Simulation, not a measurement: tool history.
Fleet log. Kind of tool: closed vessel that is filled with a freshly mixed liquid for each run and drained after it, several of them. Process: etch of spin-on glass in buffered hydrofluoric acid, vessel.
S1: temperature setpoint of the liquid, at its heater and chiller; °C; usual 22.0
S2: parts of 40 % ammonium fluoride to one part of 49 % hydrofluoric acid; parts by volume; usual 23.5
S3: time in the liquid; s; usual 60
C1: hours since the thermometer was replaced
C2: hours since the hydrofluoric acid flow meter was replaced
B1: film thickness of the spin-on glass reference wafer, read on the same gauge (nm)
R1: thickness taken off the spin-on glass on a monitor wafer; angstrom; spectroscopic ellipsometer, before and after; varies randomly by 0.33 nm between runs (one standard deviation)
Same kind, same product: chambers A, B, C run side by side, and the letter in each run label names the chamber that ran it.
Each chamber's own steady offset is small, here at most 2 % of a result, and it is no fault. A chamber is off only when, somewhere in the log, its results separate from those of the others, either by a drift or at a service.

run   hour    S1    S2  S3      C1      C2      B1       R1
 1B    3.5  22.0  23.5  60   423.3   301.4  30.017   840.91
 2C    8.4  22.0  23.5  60   829.3  1022.1  29.968   833.41
 3A   12.6  22.0  23.5  60  1462.5   717.9  30.009   828.20
 4B   16.2  22.0  23.5  60   436.0   314.1  29.958   837.25
 5C   21.6  22.0  30.0  90   842.5  1035.3  30.025  1055.50
 6A   25.2  22.0  30.0  90  1475.1   730.5  30.013  1048.40
 7B   27.9  22.0  30.0  90   447.7   325.8  29.965  1066.90
 8C   31.2  22.0  23.5  60   852.1  1044.9  29.994   826.51
 9A   35.9  22.0  23.5  60  1485.8   741.2  29.960   829.60
10A   41.6  22.0  23.5  60  1491.5   746.9  29.999   825.26
11B   44.4  22.0  23.5  60   464.2   342.3  29.990   845.72
12C   48.6  22.0  23.5  60   869.5  1062.3  30.009   827.84
13B   51.5  22.0  23.5  60   471.3   349.4  30.004   845.27
14A   57.4  22.0  23.5  60  1507.3   762.7  30.044   825.39
15C   60.8  22.0  23.5  60   881.7  1074.5  30.024   835.34
16B   65.4  22.0  23.5  60   485.2   363.3  29.972   843.99
17C   69.2  22.0  23.5  60   890.1  1082.9  30.049   832.61
18A   72.0  22.0  23.5  60  1521.9   777.3  30.041   830.48
19C   77.6  22.0  23.5  60   898.5  1091.3  30.039   837.46
20B   82.8  22.0  23.5  60   502.6   380.7  30.024   847.28
21A   87.2  22.0  19.5  85  1537.1   792.5  29.985  1350.60
22A   91.9  22.0  19.5  85  1541.8   797.2  30.001  1337.40
23B   97.3  22.0  19.5  85   517.1   395.2  30.002  1405.00
24C  102.7  22.0  23.5  60   923.6  1116.4  29.994   832.54
25B  105.9  22.0  23.5  60   525.7   403.8  29.962   858.20
26A  110.0  22.0  23.5  60  1559.9   815.3  30.052   829.54
27C  113.3  22.0  23.5  60   934.2  1127.0  29.975   828.18
28C  116.6  18.5  23.5  40   937.5  1130.3  30.059   459.52
29A  119.2  18.5  23.5  40  1569.1   824.5  30.035   453.77
30B  125.0  18.5  23.5  40   544.8   422.9  30.000   478.21
31C  130.0  22.0  23.5  60   950.9  1143.7  30.003   830.16
32B  134.7  22.0  23.5  60   554.5   432.6  30.016   880.14
33A  139.6  22.0  23.5  60  1589.5   844.9  30.019   827.58
34A  145.3  22.0  23.5  60  1595.2   850.6  29.999   826.25
35B  148.6  22.0  23.5  60   568.4   446.5  30.034   877.10
36C  151.4  22.0  23.5  60   972.3  1165.1  30.005   832.71
37A  154.2  22.0  23.5  60  1604.1   859.5  29.990   825.55

The same settings go to every chamber for the next run, one line per chamber below. Forecast the results for each:
38A  158.6  25.5  23.5  60               ?
38B  158.6  25.5  23.5  60               ?
38C  158.6  25.5  23.5  60               ?

run       R1
38A   999.48
38B  1061.00
38C  1013.70
